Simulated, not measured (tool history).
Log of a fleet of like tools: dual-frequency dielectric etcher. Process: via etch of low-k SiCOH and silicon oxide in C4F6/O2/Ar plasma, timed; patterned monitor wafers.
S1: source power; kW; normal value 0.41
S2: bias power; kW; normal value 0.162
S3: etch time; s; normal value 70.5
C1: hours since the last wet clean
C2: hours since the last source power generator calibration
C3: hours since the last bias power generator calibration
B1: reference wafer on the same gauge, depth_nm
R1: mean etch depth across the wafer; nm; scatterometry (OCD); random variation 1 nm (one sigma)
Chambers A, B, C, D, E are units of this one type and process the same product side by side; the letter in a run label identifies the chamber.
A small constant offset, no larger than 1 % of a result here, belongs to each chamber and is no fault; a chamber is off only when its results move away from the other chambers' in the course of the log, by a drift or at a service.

| run | hour | S1 | S2 | S3 | C1 | C2 | C3 | B1 | R1 |
|---|---|---|---|---|---|---|---|---|---|
| 1B | 6 | 0.41 | 0.162 | 70.5 | 233.4 | 40.7 | 1825.9 | 209.11 | 194.53 |
| 2A | 13.2 | 0.41 | 0.162 | 70.5 | 431.7 | 1184.2 | 2713.4 | 209.13 | 195.05 |
| 3D | 20.3 | 0.41 | 0.162 | 70.5 | 368.9 | 509.4 | 801.1 | 209.08 | 191.19 |
| 4E | 28 | 0.41 | 0.162 | 70.5 | 179.7 | 1465.7 | 1207.6 | 208.89 | 193.27 |
| 5C | 33.7 | 0.41 | 0.162 | 70.5 | 256 | 444.3 | 1849.1 | 208.99 | 193.62 |
| 6A | 39.2 | 0.41 | 0.162 | 70.5 | 457.7 | 1210.2 | 2739.4 | 208.89 | 192.5 |
| 7C | 47.7 | 0.41 | 0.162 | 70.5 | 270 | 458.3 | 1863.1 | 209.18 | 193.81 |
| 8B | 53.9 | 0.41 | 0.162 | 70.5 | 281.3 | 88.6 | 1873.8 | 209.09 | 195.11 |
| 9E | 59.6 | 0.41 | 0.162 | 70.5 | 211.3 | 1497.3 | 1239.2 | 209.35 | 192.92 |
| 10D | 68.2 | 0.41 | 0.162 | 70.5 | 416.8 | 557.3 | 849 | 208.98 | 191.39 |
| 11B | 76.2 | 0.33 | 0.162 | 84 | 303.6 | 110.9 | 1896.1 | 209.04 | 209.73 |
| 12D | 87.2 | 0.33 | 0.162 | 84 | 435.8 | 576.3 | 868 | 209.27 | 208.75 |
|  | 89 | chamber A: wet clean of the chamber |
| 13E | 94.3 | 0.33 | 0.162 | 84 | 246 | 1532 | 1273.9 | 209.19 | 211.56 |
| 14C | 100.2 | 0.33 | 0.162 | 84 | 322.5 | 510.8 | 1915.6 | 208.77 | 211.42 |
| 15A | 112.2 | 0.33 | 0.162 | 84 | 23.2 | 1283.2 | 2812.4 | 209.08 | 209.98 |
| 16C | 124.8 | 0.41 | 0.162 | 70.5 | 347.1 | 535.4 | 1940.2 | 208.98 | 195.26 |
| 17D | 130.8 | 0.41 | 0.162 | 70.5 | 479.4 | 619.9 | 911.6 | 208.98 | 191.11 |
| 18A | 141.2 | 0.41 | 0.162 | 70.5 | 52.2 | 1312.2 | 2841.4 | 209.09 | 191.62 |
| 19B | 147.6 | 0.41 | 0.162 | 70.5 | 375 | 182.3 | 1967.5 | 209.22 | 193.21 |
| 20E | 155 | 0.41 | 0.162 | 70.5 | 306.7 | 1592.7 | 1334.6 | 209.26 | 192.03 |
| 21D | 163.7 | 0.41 | 0.162 | 70.5 | 512.3 | 652.8 | 944.5 | 208.66 | 189.7 |
|  | 166.2 | chamber C: wet clean of the chamber |
| 22A | 174 | 0.41 | 0.162 | 70.5 | 85 | 1345 | 2874.2 | 208.71 | 192 |
| 23B | 183.3 | 0.41 | 0.162 | 70.5 | 410.7 | 218 | 2003.2 | 209.01 | 195.2 |
| 24C | 191.3 | 0.41 | 0.162 | 70.5 | 25.1 | 601.9 | 2006.7 | 208.96 | 192.76 |
|  | 192.9 | chamber A: source power generator calibrated |
| 25E | 203.7 | 0.41 | 0.162 | 70.5 | 355.4 | 1641.4 | 1383.3 | 208.85 | 190.97 |
| 26A | 210 | 0.41 | 0.162 | 70.5 | 121 | 17.1 | 2910.2 | 208.92 | 193.5 |
| 27C | 220.6 | 0.41 | 0.162 | 70.5 | 54.4 | 631.2 | 2036 | 209.09 | 193.98 |
|  | 224.5 | chamber E: wet clean of the chamber |
| 28E | 229.3 | 0.41 | 0.162 | 70.5 | 4.8 | 1667 | 1408.9 | 209.16 | 187.85 |
| 29D | 239.9 | 0.41 | 0.144 | 70.5 | 588.5 | 729 | 1020.7 | 209.05 | 182.74 |
| 30B | 250.7 | 0.41 | 0.144 | 70.5 | 478.1 | 285.4 | 2070.6 | 209.21 | 186.95 |
| 31E | 257.6 | 0.41 | 0.144 | 70.5 | 33.1 | 1695.3 | 1437.2 | 209.14 | 179.85 |
|  | 267.1 | chamber D: wet clean of the chamber |
| 32C | 270.2 | 0.41 | 0.144 | 70.5 | 104 | 680.8 | 2085.6 | 209.31 | 185.55 |
| 33D | 277 | 0.41 | 0.144 | 70.5 | 10 | 766.1 | 1057.8 | 209.17 | 183.19 |
| 34B | 286 | 0.41 | 0.162 | 70.5 | 513.4 | 320.7 | 2105.9 | 209.07 | 193.78 |
| 35A | 293.6 | 0.41 | 0.162 | 70.5 | 204.6 | 100.7 | 2993.8 | 208.96 | 192.78 |
| 36B | 302.4 | 0.41 | 0.162 | 70.5 | 529.8 | 337.1 | 2122.3 | 209.04 | 194.45 |
| 37A | 309.2 | 0.41 | 0.162 | 70.5 | 220.2 | 116.3 | 3009.4 | 209.06 | 195.06 |
| 38C | 320.1 | 0.41 | 0.162 | 70.5 | 153.9 | 730.7 | 2135.5 | 209.08 | 191.62 |
| 39E | 332.2 | 0.41 | 0.162 | 70.5 | 107.7 | 1769.9 | 1511.8 | 209.08 | 186.31 |
| 40D | 343.9 | 0.41 | 0.162 | 70.5 | 76.9 | 833 | 1124.7 | 209 | 189.38 |
| 41E | 350.9 | 0.41 | 0.162 | 70.5 | 126.4 | 1788.6 | 1530.5 | 208.95 | 187.32 |
| 42D | 359.3 | 0.41 | 0.162 | 70.5 | 92.3 | 848.4 | 1140.1 | 209 | 190.83 |
| 43B | 368.6 | 0.41 | 0.162 | 70.5 | 596 | 403.3 | 2188.5 | 209.33 | 195.72 |
| 44A | 377.3 | 0.41 | 0.162 | 70.5 | 288.3 | 184.4 | 3077.5 | 209.02 | 194.24 |

Predict what each chamber gives when all 5 of them run the settings below next.
| 45A | 386.3 | 0.41 | 0.145 | 70.5 |  |  |  |  | ? |
| 45B | 386.3 | 0.41 | 0.145 | 70.5 |  |  |  |  | ? |
| 45C | 386.3 | 0.41 | 0.145 | 70.5 |  |  |  |  | ? |
| 45D | 386.3 | 0.41 | 0.145 | 70.5 |  |  |  |  | ? |
| 45E | 386.3 | 0.41 | 0.145 | 70.5 |  |  |  |  | ? |

| run | R1 |
|---|---|
| 45A | 187.75 |
| 45B | 186.18 |
| 45C | 187.43 |
| 45D | 183.97 |
| 45E | 181 |
